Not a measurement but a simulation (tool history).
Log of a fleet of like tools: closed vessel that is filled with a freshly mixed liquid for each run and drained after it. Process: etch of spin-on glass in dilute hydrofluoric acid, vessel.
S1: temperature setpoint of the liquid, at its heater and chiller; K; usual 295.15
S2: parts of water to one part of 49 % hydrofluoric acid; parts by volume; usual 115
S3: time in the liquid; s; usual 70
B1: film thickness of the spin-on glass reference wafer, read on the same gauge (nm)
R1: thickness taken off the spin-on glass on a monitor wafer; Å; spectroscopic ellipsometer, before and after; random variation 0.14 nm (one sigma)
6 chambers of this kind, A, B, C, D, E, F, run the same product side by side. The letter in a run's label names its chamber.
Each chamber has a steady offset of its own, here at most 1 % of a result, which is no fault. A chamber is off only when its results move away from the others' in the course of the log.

{"run": "1A", "hour": 6.8, "S1": 295.15, "S2": 115, "S3": 70, "B1": 69.979, "R1": 273.28}
{"run": "2C", "hour": 16.5, "S1": 295.15, "S2": 115, "S3": 70, "B1": 70.015, "R1": 274.78}
{"run": "3F", "hour": 29.6, "S1": 295.15, "S2": 115, "S3": 70, "B1": 69.975, "R1": 274.3}
{"run": "4D", "hour": 39.3, "S1": 295.15, "S2": 115, "S3": 70, "B1": 69.986, "R1": 279.76}
{"run": "5E", "hour": 54.1, "S1": 295.15, "S2": 115, "S3": 70, "B1": 70.021, "R1": 276.71}
{"hour": 55.5, "done": "chamber F: thermometer replaced"}
{"run": "6B", "hour": 67.9, "S1": 295.15, "S2": 115, "S3": 70, "B1": 69.988, "R1": 276.08}
{"run": "7C", "hour": 75.7, "S1": 295.15, "S2": 115, "S3": 70, "B1": 69.988, "R1": 270.55}
{"run": "8E", "hour": 87.8, "S1": 295.15, "S2": 115, "S3": 70, "B1": 69.979, "R1": 275.75}
{"run": "9D", "hour": 102.5, "S1": 295.15, "S2": 115, "S3": 70, "B1": 70.047, "R1": 278.81}
{"run": "10F", "hour": 113.1, "S1": 295.15, "S2": 115, "S3": 70, "B1": 69.966, "R1": 271.77}
{"run": "11A", "hour": 125.4, "S1": 295.15, "S2": 115, "S3": 70, "B1": 69.996, "R1": 272.4}
{"run": "12B", "hour": 133.5, "S1": 295.15, "S2": 115, "S3": 70, "B1": 69.968, "R1": 276.08}
{"run": "13C", "hour": 148.0, "S1": 295.15, "S2": 115, "S3": 45, "B1": 69.99, "R1": 176.82}
{"run": "14B", "hour": 156.9, "S1": 295.15, "S2": 115, "S3": 45, "B1": 69.979, "R1": 175.85}
{"run": "15D", "hour": 165.5, "S1": 295.15, "S2": 115, "S3": 45, "B1": 70.002, "R1": 179.02}
{"run": "16E", "hour": 179.6, "S1": 295.15, "S2": 115, "S3": 45, "B1": 69.954, "R1": 176.77}
{"run": "17A", "hour": 190.7, "S1": 295.15, "S2": 115, "S3": 45, "B1": 69.966, "R1": 175.34}
{"run": "18F", "hour": 204.5, "S1": 295.15, "S2": 115, "S3": 45, "B1": 70.025, "R1": 174.6}
{"run": "19F", "hour": 217.0, "S1": 295.15, "S2": 115, "S3": 70, "B1": 70.027, "R1": 272.88}
{"run": "20E", "hour": 227.4, "S1": 295.15, "S2": 115, "S3": 70, "B1": 69.983, "R1": 275.32}
{"hour": 233.6, "done": "chamber B: hydrofluoric acid flow meter replaced"}
{"run": "21D", "hour": 238.2, "S1": 295.15, "S2": 115, "S3": 70, "B1": 69.978, "R1": 278.59}
{"hour": 252.0, "done": "chamber C: thermometer replaced"}
{"run": "22A", "hour": 252.5, "S1": 295.15, "S2": 115, "S3": 70, "B1": 69.994, "R1": 274.48}
{"hour": 259.2, "done": "chamber D: thermometer replaced"}
{"run": "23C", "hour": 266.8, "S1": 295.15, "S2": 80, "S3": 110, "B1": 70.003, "R1": 646.6}
{"run": "24B", "hour": 279.0, "S1": 295.15, "S2": 80, "S3": 110, "B1": 69.989, "R1": 651.4}
{"hour": 284.2, "done": "chamber E: hydrofluoric acid flow meter replaced"}
{"run": "25F", "hour": 290.1, "S1": 295.15, "S2": 80, "S3": 110, "B1": 70.014, "R1": 625.19}
{"run": "26E", "hour": 297.5, "S1": 295.15, "S2": 80, "S3": 110, "B1": 70.014, "R1": 645.36}
{"run": "27C", "hour": 306.1, "S1": 295.15, "S2": 80, "S3": 110, "B1": 69.97, "R1": 642.99}
{"run": "28A", "hour": 315.5, "S1": 295.15, "S2": 80, "S3": 110, "B1": 69.982, "R1": 655.0}
{"run": "29D", "hour": 324.7, "S1": 295.15, "S2": 115, "S3": 70, "B1": 70.015, "R1": 278.95}
{"run": "30B", "hour": 332.7, "S1": 295.15, "S2": 115, "S3": 70, "B1": 69.927, "R1": 277.57}
{"run": "31C", "hour": 340.6, "S1": 295.15, "S2": 115, "S3": 70, "B1": 69.969, "R1": 271.68}
{"run": "32F", "hour": 350.1, "S1": 295.15, "S2": 115, "S3": 70, "B1": 69.954, "R1": 266.76}
{"run": "33B", "hour": 357.2, "S1": 295.15, "S2": 115, "S3": 70, "B1": 69.975, "R1": 275.95}
{"run": "34E", "hour": 365.4, "S1": 295.15, "S2": 115, "S3": 70, "B1": 70.033, "R1": 275.87}
{"run": "35D", "hour": 377.3, "S1": 295.15, "S2": 115, "S3": 70, "B1": 69.986, "R1": 277.72}
{"run": "36A", "hour": 386.2, "S1": 295.15, "S2": 115, "S3": 70, "B1": 70.015, "R1": 275.96}
{"run": "37D", "hour": 398.9, "S1": 295.15, "S2": 115, "S3": 70, "B1": 70.0, "R1": 278.39}
{"run": "38A", "hour": 406.4, "S1": 295.15, "S2": 115, "S3": 70, "B1": 70.04, "R1": 274.92}
{"run": "39F", "hour": 414.5, "S1": 295.15, "S2": 115, "S3": 70, "B1": 69.981, "R1": 262.75}

Is one chamber off against the others, does the gauge drift, or is nothing wrong? If a chamber is off, say which, and what the likeliest cause is.

Chamber F drifts away from the others.
Cause: hydrofluoric acid flow below the setpoint (%) = 3.91.
The log may not tell that from: liquid colder than its thermometer reads (K).

Here are 4 candidates for chamber F's next run, each the usual settings with a change, their results left as question marks. Which one brings its results back in line with what the others give on the usual settings?
In line means no further than this from the other chambers' mean on the usual settings: R1 4.80 Å
{"run": "40F-1", "hour": 425.6, "S1": 295.15, "S2": 120, "S3": 70, "R1": "?"}
{"run": "40F-2", "hour": 425.6, "S1": 295.65, "S2": 115, "S3": 75, "R1": "?"}
{"run": "40F-3", "hour": 425.6, "S1": 293.15, "S2": 115, "S3": 70, "R1": "?"}
{"run": "40F-4", "hour": 425.6, "S1": 295.15, "S2": 110, "S3": 70, "R1": "?"}

The other chambers' mean on the usual settings: R1 275.52 Å
run=40F-1 R1=250.36
run=40F-2 R1=287.10
run=40F-3 R1=242.02
run=40F-4 R1=275.96
40F-4 brings the chamber back in line.

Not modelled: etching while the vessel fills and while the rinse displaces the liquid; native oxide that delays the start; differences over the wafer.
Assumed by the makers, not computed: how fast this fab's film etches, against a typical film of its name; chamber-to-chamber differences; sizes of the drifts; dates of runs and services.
